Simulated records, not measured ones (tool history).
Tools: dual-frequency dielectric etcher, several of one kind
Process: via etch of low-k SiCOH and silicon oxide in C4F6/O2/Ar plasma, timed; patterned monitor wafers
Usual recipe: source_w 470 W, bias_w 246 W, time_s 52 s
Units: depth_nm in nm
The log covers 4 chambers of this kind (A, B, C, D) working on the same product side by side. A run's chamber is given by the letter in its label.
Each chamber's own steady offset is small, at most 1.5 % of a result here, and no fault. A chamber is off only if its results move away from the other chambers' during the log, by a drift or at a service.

run,day,source_w,bias_w,time_s,"read-back reference wafer on the same gauge, depth_nm",depth_nm
1A,0.350,470,246,52,140.02,145.050
# day 0.812: chamber A: wet clean of the chamber
2D,0.821,470,246,52,140.09,146.180
3C,1.308,470,246,52,140.00,146.540
# day 1.379: chamber B: wet clean of the chamber
4B,1.767,470,246,52,139.93,144.120
5B,2.029,470,246,52,139.95,144.340
6A,2.429,470,246,52,140.13,144.020
# day 2.700: chamber C: source power generator calibrated
7D,2.908,470,246,52,140.10,145.470
8C,3.342,470,246,52,140.04,147.310
9B,3.808,470,246,52,140.01,144.920
10A,4.238,470,246,52,140.05,143.740
11D,4.504,470,246,52,140.02,145.530
# day 4.762: chamber D: bias power generator calibrated
12C,4.954,470,246,52,140.06,147.080
13A,5.246,470,246,52,139.91,144.700
14D,5.550,470,246,52,140.04,146.250
15B,5.796,370,246,37,139.97,93.673
16C,6.196,370,246,37,140.08,95.187
# day 6.454: chamber C: bias power generator calibrated
17D,6.700,370,246,37,140.04,95.032
18C,6.929,370,246,37,139.99,95.121
19A,7.358,470,246,52,139.99,143.790
20B,7.650,470,246,52,140.00,144.740
21A,8.025,470,246,52,139.95,143.990
22C,8.250,470,246,52,139.96,146.500
23B,8.608,470,246,52,140.01,143.710
24D,9.058,470,246,52,140.15,146.260
25A,9.550,470,246,52,140.03,144.590
26C,9.942,470,246,52,139.94,146.050
27D,10.171,470,202,61,140.07,160.050
28B,10.396,470,202,61,140.15,158.380
29B,10.738,470,202,61,139.90,159.140
30C,11.188,470,202,61,140.05,160.720
31A,11.604,470,215,52,139.99,137.210
32D,12.100,470,215,52,139.92,140.000
33D,12.608,470,215,52,139.96,139.480
34B,12.858,470,215,52,139.94,138.260
35C,13.258,470,246,52,140.08,146.380
36A,13.671,470,246,52,139.98,143.110
37A,14.075,470,246,52,140.00,144.520

Decide between three cases: one chamber stands off from its peers, the gauge reading all wafers drifts, or nothing is wrong past each chamber's small offset. Where a chamber is off, say which and what most likely put it there.

The fleet is healthy, with each chamber sitting at its usual small offset and no drift in the gauge.

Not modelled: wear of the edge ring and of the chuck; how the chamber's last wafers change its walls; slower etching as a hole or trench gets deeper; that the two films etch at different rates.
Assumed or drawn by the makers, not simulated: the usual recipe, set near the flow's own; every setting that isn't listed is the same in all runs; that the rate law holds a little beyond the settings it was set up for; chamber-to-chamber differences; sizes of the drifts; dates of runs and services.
